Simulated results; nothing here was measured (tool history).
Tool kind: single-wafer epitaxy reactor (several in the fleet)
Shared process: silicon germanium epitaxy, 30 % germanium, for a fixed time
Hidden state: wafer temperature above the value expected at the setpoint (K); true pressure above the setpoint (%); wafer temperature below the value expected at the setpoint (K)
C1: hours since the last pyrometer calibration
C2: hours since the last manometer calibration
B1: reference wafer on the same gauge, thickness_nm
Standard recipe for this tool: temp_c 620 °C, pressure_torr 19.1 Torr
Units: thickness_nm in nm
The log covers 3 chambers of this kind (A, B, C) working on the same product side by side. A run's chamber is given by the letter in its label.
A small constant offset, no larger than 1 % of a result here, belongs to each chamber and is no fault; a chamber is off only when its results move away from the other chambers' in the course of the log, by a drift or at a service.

{"run": "1B", "day": 0.204, "temp_c": 620, "pressure_torr": 19.1, "C1": 469.2, "C2": 814.4, "B1": 99.318, "thickness_nm": 82.657}
{"run": "2C", "day": 0.4, "temp_c": 620, "pressure_torr": 19.1, "C1": 42.7, "C2": 1123.5, "B1": 99.367, "thickness_nm": 82.929}
{"run": "3A", "day": 0.517, "temp_c": 620, "pressure_torr": 19.1, "C1": 986.5, "C2": 587.2, "B1": 99.339, "thickness_nm": 82.282}
{"run": "4B", "day": 0.696, "temp_c": 620, "pressure_torr": 19.1, "C1": 481.0, "C2": 826.2, "B1": 99.34, "thickness_nm": 82.557}
{"run": "5C", "day": 0.875, "temp_c": 620, "pressure_torr": 19.1, "C1": 54.1, "C2": 1134.9, "B1": 99.354, "thickness_nm": 82.82}
{"run": "6A", "day": 1.096, "temp_c": 620, "pressure_torr": 19.1, "C1": 1000.4, "C2": 601.1, "B1": 99.424, "thickness_nm": 82.315}
{"run": "7C", "day": 1.325, "temp_c": 608, "pressure_torr": 16.8, "C1": 64.9, "C2": 1145.7, "B1": 99.41, "thickness_nm": 63.61}
{"run": "8A", "day": 1.471, "temp_c": 608, "pressure_torr": 16.8, "C1": 1009.4, "C2": 610.1, "B1": 99.43, "thickness_nm": 63.55}
{"run": "9B", "day": 1.617, "temp_c": 608, "pressure_torr": 16.8, "C1": 503.1, "C2": 848.3, "B1": 99.442, "thickness_nm": 63.51}
{"run": "10C", "day": 1.808, "temp_c": 620, "pressure_torr": 19.1, "C1": 76.5, "C2": 1157.3, "B1": 99.435, "thickness_nm": 83.128}
{"run": "11A", "day": 1.946, "temp_c": 620, "pressure_torr": 19.1, "C1": 1020.8, "C2": 621.5, "B1": 99.445, "thickness_nm": 82.355}
{"run": "12B", "day": 2.062, "temp_c": 620, "pressure_torr": 19.1, "C1": 513.8, "C2": 859.0, "B1": 99.458, "thickness_nm": 82.647}
{"run": "13B", "day": 2.25, "temp_c": 620, "pressure_torr": 16.8, "C1": 518.3, "C2": 863.5, "B1": 99.498, "thickness_nm": 78.369}
{"run": "14A", "day": 2.392, "temp_c": 620, "pressure_torr": 16.8, "C1": 1031.5, "C2": 632.2, "B1": 99.553, "thickness_nm": 78.368}
{"run": "15C", "day": 2.542, "temp_c": 620, "pressure_torr": 16.8, "C1": 94.1, "C2": 1174.9, "B1": 99.506, "thickness_nm": 78.671}
{"run": "16B", "day": 2.754, "temp_c": 620, "pressure_torr": 19.1, "C1": 530.4, "C2": 875.6, "B1": 99.539, "thickness_nm": 82.548}
{"run": "17A", "day": 2.954, "temp_c": 620, "pressure_torr": 19.1, "C1": 1045.0, "C2": 645.7, "B1": 99.55, "thickness_nm": 82.519}
{"run": "18C", "day": 3.142, "temp_c": 620, "pressure_torr": 19.1, "C1": 108.5, "C2": 1189.3, "B1": 99.559, "thickness_nm": 82.93}
{"run": "19B", "day": 3.3, "temp_c": 620, "pressure_torr": 19.1, "C1": 543.5, "C2": 888.7, "B1": 99.614, "thickness_nm": 82.687}
{"run": "20A", "day": 3.421, "temp_c": 620, "pressure_torr": 19.1, "C1": 1056.2, "C2": 656.9, "B1": 99.584, "thickness_nm": 82.436}
{"run": "21C", "day": 3.612, "temp_c": 624, "pressure_torr": 22.4, "C1": 119.8, "C2": 1200.6, "B1": 99.618, "thickness_nm": 94.7}
{"run": "22B", "day": 3.788, "temp_c": 624, "pressure_torr": 22.4, "C1": 555.2, "C2": 900.4, "B1": 99.651, "thickness_nm": 94.444}
{"run": "23C", "day": 3.917, "temp_c": 624, "pressure_torr": 22.4, "C1": 127.1, "C2": 1207.9, "B1": 99.638, "thickness_nm": 95.104}
{"run": "24A", "day": 4.129, "temp_c": 614, "pressure_torr": 17.3, "C1": 1073.2, "C2": 673.9, "B1": 99.648, "thickness_nm": 71.648}
{"run": "25B", "day": 4.312, "temp_c": 614, "pressure_torr": 17.3, "C1": 567.8, "C2": 913.0, "B1": 99.64, "thickness_nm": 71.68}
{"run": "26C", "day": 4.425, "temp_c": 614, "pressure_torr": 17.3, "C1": 139.3, "C2": 1220.1, "B1": 99.691, "thickness_nm": 71.82}
{"run": "27A", "day": 4.588, "temp_c": 620, "pressure_torr": 19.1, "C1": 1084.2, "C2": 684.9, "B1": 99.709, "thickness_nm": 82.718}
{"run": "28C", "day": 4.708, "temp_c": 620, "pressure_torr": 19.1, "C1": 146.1, "C2": 1226.9, "B1": 99.706, "thickness_nm": 83.104}
{"run": "29A", "day": 4.925, "temp_c": 620, "pressure_torr": 19.1, "C1": 1092.3, "C2": 693.0, "B1": 99.722, "thickness_nm": 82.753}
{"run": "30B", "day": 5.042, "temp_c": 620, "pressure_torr": 19.1, "C1": 585.3, "C2": 930.5, "B1": 99.755, "thickness_nm": 82.684}
{"run": "31B", "day": 5.275, "temp_c": 620, "pressure_torr": 19.1, "C1": 590.9, "C2": 936.1, "B1": 99.729, "thickness_nm": 82.709}
{"run": "32C", "day": 5.5, "temp_c": 620, "pressure_torr": 19.1, "C1": 165.1, "C2": 1245.9, "B1": 99.791, "thickness_nm": 83.074}
{"run": "33A", "day": 5.625, "temp_c": 620, "pressure_torr": 19.1, "C1": 1109.1, "C2": 709.8, "B1": 99.774, "thickness_nm": 82.534}
{"run": "34A", "day": 5.75, "temp_c": 620, "pressure_torr": 19.1, "C1": 1112.1, "C2": 712.8, "B1": 99.814, "thickness_nm": 82.507}
{"run": "35C", "day": 5.892, "temp_c": 620, "pressure_torr": 19.1, "C1": 174.5, "C2": 1255.3, "B1": 99.831, "thickness_nm": 83.317}
{"run": "36B", "day": 6.071, "temp_c": 612, "pressure_torr": 19.1, "C1": 610.0, "C2": 955.2, "B1": 99.813, "thickness_nm": 72.121}
{"run": "37C", "day": 6.175, "temp_c": 612, "pressure_torr": 19.1, "C1": 181.3, "C2": 1262.1, "B1": 99.86, "thickness_nm": 72.206}

All 3 chambers run these settings next. Forecast each chamber's results:
{"run": "38A", "day": 6.342, "temp_c": 634, "pressure_torr": 19.1, "thickness_nm": "?"}
{"run": "38B", "day": 6.342, "temp_c": 634, "pressure_torr": 19.1, "thickness_nm": "?"}
{"run": "38C", "day": 6.342, "temp_c": 634, "pressure_torr": 19.1, "thickness_nm": "?"}

run=38A thickness_nm=105.040
run=38B thickness_nm=105.110
run=38C thickness_nm=105.920
